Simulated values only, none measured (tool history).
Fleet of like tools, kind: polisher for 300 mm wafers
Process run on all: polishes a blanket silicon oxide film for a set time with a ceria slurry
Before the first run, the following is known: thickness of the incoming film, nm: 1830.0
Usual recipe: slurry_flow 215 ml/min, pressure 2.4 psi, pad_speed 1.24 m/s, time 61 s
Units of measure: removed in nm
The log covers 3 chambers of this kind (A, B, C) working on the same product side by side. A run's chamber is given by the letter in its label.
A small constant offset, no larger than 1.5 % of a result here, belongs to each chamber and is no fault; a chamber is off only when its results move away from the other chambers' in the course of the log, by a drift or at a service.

run     day  slurry_flow  pressure  pad_speed  time  wafers polished on this pad  hours since the slurry nozzle was cleaned  hours since the head pressure was calibrated  removed
 1A   0.271          215       2.4       1.24    61                          766                                       97.6                                         444.2   251.14
 2C   0.546          215       2.4       1.24    61                          878                                      353.0                                         556.2   254.02
 3B   1.008          215       2.4       1.24    61                          888                                      119.2                                         380.1   246.94
      1.083  -- chamber C: worn pad replaced by a new one
 4B   1.588          215       2.4       1.24    61                          999                                      133.1                                         394.0   249.89
 5C   2.000          215       2.4       1.24    61                          176                                      387.9                                         591.1   254.47
 6A   2.504          215       2.4       1.24    61                         1195                                      151.2                                         497.8   250.19
 7C   3.092          215       2.8       0.98    61                          385                                      414.1                                         617.3   234.68
      3.300  -- chamber B: head pressure recalibrated
      3.379  -- chamber B: worn pad replaced by a new one
 8A   3.658          215       2.8       0.98    61                         1417                                      178.9                                         525.5   227.75
      3.675  -- chamber A: worn pad replaced by a new one
 9B   4.242          215       2.8       0.98    61                          166                                      196.8                                          22.7   225.72
10B   4.708          215       2.4       1.24    61                          255                                      208.0                                          33.9   246.00
11C   5.004          285       2.4       1.24    47                          753                                      460.0                                         663.2   199.30
12A   5.396          285       2.4       1.24    47                          331                                      220.6                                         567.2   198.07
      5.696  -- chamber C: worn pad replaced by a new one
13A   5.779          285       2.4       1.24    47                          404                                      229.8                                         576.4   197.67
14C   6.329          160       1.9       1.24    61                          121                                      491.8                                         695.0   191.43
15B   6.675          160       1.9       1.24    61                          633                                      255.2                                          81.1   183.20
16C   7.146          160       1.9       1.24    61                          278                                      511.4                                         714.6   189.00
17A   7.650          215       2.4       1.24    61                          764                                      274.7                                         621.3   246.85
18B   7.979          215       2.4       1.24    61                          884                                      286.5                                         112.4   239.09
19A   8.396          215       2.0       1.24    61                          907                                      292.6                                         639.2   207.05
      8.896  -- chamber B: worn pad replaced by a new one
20B   8.933          215       2.0       1.24    61                            7                                      309.4                                         135.3   198.01
      9.467  -- chamber C: head pressure recalibrated
21C   9.512          215       2.0       1.24    61                          733                                      568.2                                           1.2   206.45
22B  10.054          215       2.4       1.24    61                          223                                      336.3                                         162.2   232.30
23C  10.362          215       2.4       1.24    61                          896                                      588.6                                          21.6   253.01
     10.667  -- chamber A: worn pad replaced by a new one
24A  10.921          215       2.4       1.24    61                           48                                      353.2                                         699.8   250.78

For the next run the whole fleet of 3 chambers uses the same settings. Give each chamber's results:
25A  11.342          215       2.4       1.24    81                                                                                                                              ?
25B  11.342          215       2.4       1.24    81                                                                                                                              ?
25C  11.342          215       2.4       1.24    81                                                                                                                              ?

run  removed
25A   330.87
25B   305.01
25C   330.74
